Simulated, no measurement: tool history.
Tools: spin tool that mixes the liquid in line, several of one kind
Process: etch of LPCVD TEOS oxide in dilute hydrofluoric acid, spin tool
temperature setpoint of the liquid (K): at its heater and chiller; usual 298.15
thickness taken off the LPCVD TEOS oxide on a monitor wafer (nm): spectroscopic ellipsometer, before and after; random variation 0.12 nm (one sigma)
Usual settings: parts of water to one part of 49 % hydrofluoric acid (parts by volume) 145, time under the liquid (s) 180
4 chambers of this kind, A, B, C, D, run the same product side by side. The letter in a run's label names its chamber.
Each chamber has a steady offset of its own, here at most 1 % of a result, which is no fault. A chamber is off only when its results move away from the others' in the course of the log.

run,day,temperature setpoint of the liquid (K),parts of water to one part of 49 % hydrofluoric acid (parts by volume),time under the liquid (s),hours since the thermometer was replaced,hours since the hydrofluoric acid flow meter was replaced,"read-back film thickness of the LPCVD TEOS oxide reference wafer, read on the same gauge (nm)",thickness taken off the LPCVD TEOS oxide on a monitor wafer (nm)
1A,0.125,298.15,145,180,1460.9,36.1,140.03,20.623
2C,0.262,298.15,145,180,238.2,113.8,139.99,20.865
3D,0.442,298.15,145,180,767.1,849.4,139.98,20.554
4B,0.654,298.15,145,180,405.1,498.2,139.99,20.379
5B,0.862,298.15,145,180,410.1,503.2,139.99,20.664
6C,1.050,298.15,145,180,257.1,132.7,140.03,20.919
7A,1.250,298.15,145,180,1487.9,63.1,139.99,20.523
8D,1.404,298.15,145,180,790.2,872.5,139.99,20.412
9A,1.533,298.15,145,180,1494.7,69.9,140.02,20.598
10B,1.662,298.15,145,180,429.3,522.4,139.99,20.556
11D,1.888,298.15,145,180,801.8,884.1,140.01,20.665
12C,2.092,298.15,145,180,282.1,157.7,140.03,20.669
13D,2.250,298.15,145,180,810.5,892.8,140.02,20.359
14B,2.371,298.15,145,180,446.3,539.4,140.03,20.453
15C,2.579,298.15,145,180,293.8,169.4,139.99,20.650
16A,2.762,298.15,145,180,1524.2,99.4,140.01,20.370
17A,3.008,298.15,145,180,1530.1,105.3,139.97,20.420
18C,3.242,298.15,145,180,309.7,185.3,140.01,20.767
19D,3.379,298.15,145,180,837.6,919.9,139.95,20.604
20B,3.508,298.15,145,180,473.6,566.7,139.99,20.588
21D,3.712,298.15,145,180,845.6,927.9,140.04,20.512
22A,3.896,298.15,145,180,1551.4,126.6,139.96,20.525
23C,4.125,298.15,145,180,330.9,206.5,140.00,20.708
24B,4.246,301.15,105,180,491.3,584.4,140.00,33.042
25D,4.396,301.15,105,180,862.0,944.3,140.01,34.142
26C,4.621,301.15,105,180,342.8,218.4,140.02,33.639
27B,4.733,301.15,105,180,503.0,596.1,140.03,33.601
28A,4.888,298.15,145,180,1575.2,150.4,139.97,20.711
29C,5.008,301.65,145,215,352.1,227.7,139.99,28.171
30D,5.158,301.65,145,215,880.3,962.6,140.01,27.935
31A,5.358,301.65,145,215,1586.5,161.7,140.01,27.850
32B,5.583,301.65,145,215,523.4,616.5,139.99,27.890
33A,5.704,298.15,145,180,1594.8,170.0,140.02,20.543
34D,5.825,298.15,145,180,896.3,978.6,140.03,20.458
35B,6.012,300.15,95,180,533.7,626.8,139.98,35.537
36C,6.212,300.15,95,180,381.0,256.6,139.99,36.358
37C,6.375,300.15,95,180,384.9,260.5,140.02,36.675
38D,6.538,300.15,95,180,913.4,995.7,140.04,36.489
39A,6.725,298.15,145,180,1619.3,194.5,140.01,20.426
40B,6.908,302.65,185,180,555.2,648.3,140.00,18.166
41C,7.046,302.65,185,180,401.0,276.6,140.01,18.293
42A,7.171,302.65,185,180,1630.0,205.2,140.03,18.145
43D,7.275,302.65,185,180,931.1,1013.4,139.99,18.110
44B,7.471,298.15,145,180,568.7,661.8,140.02,20.490

What goes on in this fleet: one chamber off, a drifting gauge, or nothing beyond the chambers' own small offsets? Name the chamber and the cause, if any.

No chamber stands off beyond its own small offset, and the gauge holds steady.

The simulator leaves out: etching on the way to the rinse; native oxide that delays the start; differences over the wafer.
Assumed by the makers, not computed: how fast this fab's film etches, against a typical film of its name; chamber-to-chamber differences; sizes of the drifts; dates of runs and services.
